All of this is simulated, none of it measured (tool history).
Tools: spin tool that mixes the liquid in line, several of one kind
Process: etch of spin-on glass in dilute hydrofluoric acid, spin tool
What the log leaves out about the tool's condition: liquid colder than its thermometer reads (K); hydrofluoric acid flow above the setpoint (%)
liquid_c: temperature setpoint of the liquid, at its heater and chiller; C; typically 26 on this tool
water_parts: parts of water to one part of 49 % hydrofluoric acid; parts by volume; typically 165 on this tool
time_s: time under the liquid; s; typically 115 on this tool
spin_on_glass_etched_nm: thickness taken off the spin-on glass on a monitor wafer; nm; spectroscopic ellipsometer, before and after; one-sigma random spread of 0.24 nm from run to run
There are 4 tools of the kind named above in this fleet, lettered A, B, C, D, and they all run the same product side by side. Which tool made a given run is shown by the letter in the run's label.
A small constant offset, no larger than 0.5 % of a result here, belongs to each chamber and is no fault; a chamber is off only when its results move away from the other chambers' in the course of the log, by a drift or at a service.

run,hour,liquid_c,water_parts,time_s,hours since the thermometer was replaced,hours since the hydrofluoric acid flow meter was replaced,"read-back film thickness of the spin-on glass reference wafer, read on the same gauge (nm)",spin_on_glass_etched_nm
1A,3,26,165,115,2093.2,291.6,90.003,35.631
2C,7.3,26,165,115,248,84,89.992,35.417
3D,10.4,26,165,115,1199.1,153.5,90.026,35.961
4B,16,26,165,115,618.7,1775,90.001,36.088
5D,20.9,26,165,115,1209.6,164,90.037,35.541
6C,23.7,26,165,115,264.4,100.4,89.992,36.169
7A,28.4,26,165,115,2118.6,317,89.99,35.629
8B,33.8,26,165,115,636.5,1792.8,90.014,36.14
9C,36.7,23,165,135,277.4,113.4,90.016,37.796
10B,40.1,23,165,135,642.8,1799.1,89.977,37.565
11A,44.3,23,165,135,2134.5,332.9,90.019,37.716
12D,48,23,165,135,1236.7,191.1,90.013,37.459
13B,52,26,165,115,654.7,1811,90.01,35.804
14C,54.6,29.5,165,155,295.3,131.3,89.978,54.53
15D,58.8,29.5,165,155,1247.5,201.9,90.008,55.691
16A,63.9,29.5,165,155,2154.1,352.5,89.985,55.18
17B,69.4,29.5,165,155,672.1,1828.4,89.962,54.414
18C,73.8,26,165,115,314.5,150.5,90.005,36.196
19A,78.9,26,165,115,2169.1,367.5,89.992,36.057
20D,81.7,26,195,80,1270.4,224.8,90.012,20.601
21D,85.3,26,195,80,1274,228.4,90.027,20.55
22A,89.7,26,195,80,2179.9,378.3,90.04,20.626
23B,92.7,26,195,80,695.4,1851.7,89.978,20.413
24C,95.8,26,165,115,336.5,172.5,90.038,36.068
25A,100.4,26,165,115,2190.6,389,90.008,35.787
26C,104.5,26,165,115,345.2,181.2,90.006,35.981
27B,108.4,26,165,115,711.1,1867.4,90.01,36.167

Is one chamber off against the others, does the gauge drift, or is nothing wrong? If a chamber is off, say which, and what the likeliest cause is.

Beyond each chamber's small constant offset nothing stands out, and the gauge stays steady.
